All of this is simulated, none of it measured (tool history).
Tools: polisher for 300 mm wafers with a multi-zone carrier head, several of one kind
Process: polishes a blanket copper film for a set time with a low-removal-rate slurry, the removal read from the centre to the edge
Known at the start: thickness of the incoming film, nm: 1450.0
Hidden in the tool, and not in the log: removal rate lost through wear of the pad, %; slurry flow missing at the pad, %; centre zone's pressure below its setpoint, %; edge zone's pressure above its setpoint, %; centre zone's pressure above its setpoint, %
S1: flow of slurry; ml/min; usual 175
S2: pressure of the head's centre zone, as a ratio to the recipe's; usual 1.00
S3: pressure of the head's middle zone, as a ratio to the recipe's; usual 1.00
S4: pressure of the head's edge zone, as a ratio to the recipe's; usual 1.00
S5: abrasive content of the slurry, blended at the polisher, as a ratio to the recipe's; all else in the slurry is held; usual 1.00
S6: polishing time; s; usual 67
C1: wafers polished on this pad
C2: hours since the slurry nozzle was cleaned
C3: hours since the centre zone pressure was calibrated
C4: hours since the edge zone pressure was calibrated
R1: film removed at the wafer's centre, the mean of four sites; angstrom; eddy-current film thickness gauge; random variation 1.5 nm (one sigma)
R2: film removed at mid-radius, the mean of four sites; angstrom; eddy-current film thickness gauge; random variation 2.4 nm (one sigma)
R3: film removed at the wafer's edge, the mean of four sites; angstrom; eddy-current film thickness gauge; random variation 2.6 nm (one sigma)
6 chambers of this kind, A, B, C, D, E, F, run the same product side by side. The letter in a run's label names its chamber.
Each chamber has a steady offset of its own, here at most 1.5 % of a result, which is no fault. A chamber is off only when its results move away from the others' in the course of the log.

run   hour   S1    S2    S3    S4    S5  S6    C1     C2      C3     C4      R1      R2      R3
 1B    4.8  175  1.00  1.00  1.00  1.00  67   210  645.1   271.1  292.6  1950.8  1921.6  1983.2
 2F   11.4  175  1.00  1.00  1.00  1.00  67   915  889.7   728.1  137.6  1950.0  1959.9  1949.1
 3A   14.6  175  1.00  1.00  1.00  1.00  67   916  470.0   974.4   56.7  1948.8  1900.6  1939.7
 4D   18.3  175  1.00  1.00  1.00  1.00  67   515  297.0    99.3  185.7  1919.3  1940.6  1970.0
      20.0  -- chamber C: worn pad replaced by a new one
 5C   25.1  175  1.00  1.00  1.00  1.00  67    34  236.8   973.8  627.9  1958.1  1903.9  1983.6
 6E   28.4  175  1.00  1.00  1.00  1.00  67   625  535.7   689.0  823.6  1927.2  1906.3  1966.8
      31.2  -- chamber E: worn pad replaced by a new one
      32.3  -- chamber B: slurry nozzle cleaned
 7B   33.2  175  1.00  1.00  1.00  1.00  67   401    0.9   299.5  321.0  1915.4  1926.2  1996.2
 8C   40.0  175  1.00  1.00  1.00  1.00  67   134  251.7   988.7  642.8  1938.6  1914.9  1884.6
 9E   45.1  175  1.00  1.00  1.00  0.75  67    93  552.4   705.7  840.3  1827.3  1799.6  1862.6
10D   49.2  175  1.00  1.00  1.00  0.75  67   722  327.9   130.2  216.6  1820.7  1802.8  1812.5
11A   55.2  175  1.00  1.00  1.00  0.75  67  1188  510.6  1015.0   97.3  1810.0  1828.3  1826.2
      58.7  -- chamber F: worn pad replaced by a new one
12F   59.7  175  1.00  1.00  1.00  0.75  67     7  938.0   776.4  185.9  1835.6  1807.8  1839.6
13D   62.7  175  1.00  1.00  1.00  0.75  67   813  341.4   143.7  230.1  1805.8  1816.9  1861.2
14A   67.5  175  1.00  1.00  1.00  0.75  67  1271  522.9  1027.3  109.6  1822.5  1812.6  1807.3
15C   71.0  175  1.00  1.00  1.00  1.00  67   342  282.7  1019.7  673.8  1946.4  1955.4  1968.8
      75.0  -- chamber A: worn pad replaced by a new one
16E   76.8  175  1.00  1.00  1.10  1.00  67   306  584.1   737.4  872.0  1933.1  1905.9  2074.8
      76.9  -- chamber F: slurry nozzle cleaned
17B   82.2  175  1.00  1.00  1.10  1.00  67   729   49.9   348.5  370.0  1927.6  1921.6  2080.1
18F   86.0  175  1.00  1.00  1.10  1.00  67   183    9.1   802.7  212.2  1948.3  1905.0  2030.1
      89.4  -- chamber C: slurry nozzle cleaned
19B   89.4  175  1.00  1.00  1.10  1.00  67   778   57.1   355.7  377.2  1933.9  1975.4  2096.9
20E   92.5  175  1.00  1.00  1.10  1.00  67   411  599.8   753.1  887.7  1944.3  1914.6  2018.1
21C   98.5  175  1.00  1.00  1.10  1.00  67   527    9.2  1047.2  701.3  1922.3  1925.6  2048.1
      99.7  -- chamber C: centre zone pressure recalibrated
22A  103.4  175  1.00  1.00  1.00  1.00  67   190  558.8  1063.2  145.5  1945.6  1924.5  1937.8
23F  109.4  175  1.00  1.00  1.00  1.00  83   340   32.5   826.1  235.6  2400.8  2380.2  2380.6
     111.1  -- chamber C: worn pad replaced by a new one
     111.7  -- chamber A: centre zone pressure recalibrated
24D  115.9  175  1.00  1.00  1.00  1.00  83  1170  394.6   196.9  283.3  2367.5  2437.3  2425.8
     118.5  -- chamber E: worn pad replaced by a new one
     119.2  -- chamber D: slurry nozzle cleaned
25B  122.8  175  1.00  1.00  1.00  1.00  83  1002   90.5   389.1  410.6  2392.5  2398.9  2421.7
26D  127.0  175  1.00  1.00  1.00  1.00  83  1244    7.8   208.0  294.4  2388.8  2403.4  2363.4
27F  133.0  175  1.00  1.00  1.00  1.00  83   498   56.1   849.7  259.2  2381.7  2370.4  2426.4
28C  138.8  175  1.00  1.00  1.00  1.00  83   185   49.5    39.1  741.6  2399.6  2399.7  2426.0
     144.7  -- chamber E: slurry nozzle cleaned
29E  145.6  175  1.00  1.00  1.00  1.00  67   182    1.0   806.2  940.8  1949.6  1976.0  1934.4
     148.7  -- chamber D: worn pad replaced by a new one
30A  150.5  175  1.00  1.00  1.00  1.00  67   506  605.9    38.9  192.6  1860.3  1945.3  1985.6
     154.3  -- chamber E: edge zone pressure recalibrated
31C  155.9  175  1.00  1.00  1.00  1.00  67   300   66.6    56.2  758.7  1969.9  1909.6  1925.6
32E  161.5  175  0.95  1.00  1.07  1.00  67   288   16.9   822.1    7.3  1818.6  1889.3  2002.8
33F  168.3  175  0.95  1.00  1.07  1.00  67   735   91.4   885.0  294.5  1847.8  1939.8  2047.8
34D  174.5  175  0.95  1.00  1.07  1.00  67   173   55.3   255.5  341.9  1824.7  1910.7  1980.0
35B  178.7  175  0.95  1.00  1.07  1.00  67  1377  146.4   445.0  466.5  1835.3  1948.3  2053.5
     179.8  -- chamber A: slurry nozzle cleaned
36A  183.8  175  0.95  1.00  1.07  1.00  67   730    4.1    72.2  225.9  1782.9  1936.5  2010.1
37E  188.8  175  0.95  1.00  1.07  1.00  67   471   44.2   849.4   34.6  1859.1  1925.3  2008.0
38D  194.1  175  1.00  1.00  1.00  1.00  67   304   74.9   275.1  361.5  1911.2  1961.8  1936.9
39A  199.7  175  1.00  1.08  1.00  1.00  87   836   20.0    88.1  241.8  2408.1  2683.5  2576.1
40C  203.6  175  1.00  1.08  1.00  1.00  87   620  114.3   103.9  806.4  2538.4  2694.7  2450.3

Next, every chamber runs the same settings. What will each give?
41A  208.7  175  1.06  1.00  1.00  1.00  67                   ?   ?   ?
41B  208.7  175  1.06  1.00  1.00  1.00  67                   ?   ?   ?
41C  208.7  175  1.06  1.00  1.00  1.00  67                   ?   ?   ?
41D  208.7  175  1.06  1.00  1.00  1.00  67                   ?   ?   ?
41E  208.7  175  1.06  1.00  1.00  1.00  67                   ?   ?   ?
41F  208.7  175  1.06  1.00  1.00  1.00  67                   ?   ?   ?

run      R1      R2      R3
41A  1989.6  1907.4  1996.3
41B  2036.0  1965.5  1981.9
41C  2070.5  1918.3  1939.9
41D  2066.2  1905.9  1936.8
41E  2048.6  1881.1  1943.8
41F  2076.8  1904.3  1945.9

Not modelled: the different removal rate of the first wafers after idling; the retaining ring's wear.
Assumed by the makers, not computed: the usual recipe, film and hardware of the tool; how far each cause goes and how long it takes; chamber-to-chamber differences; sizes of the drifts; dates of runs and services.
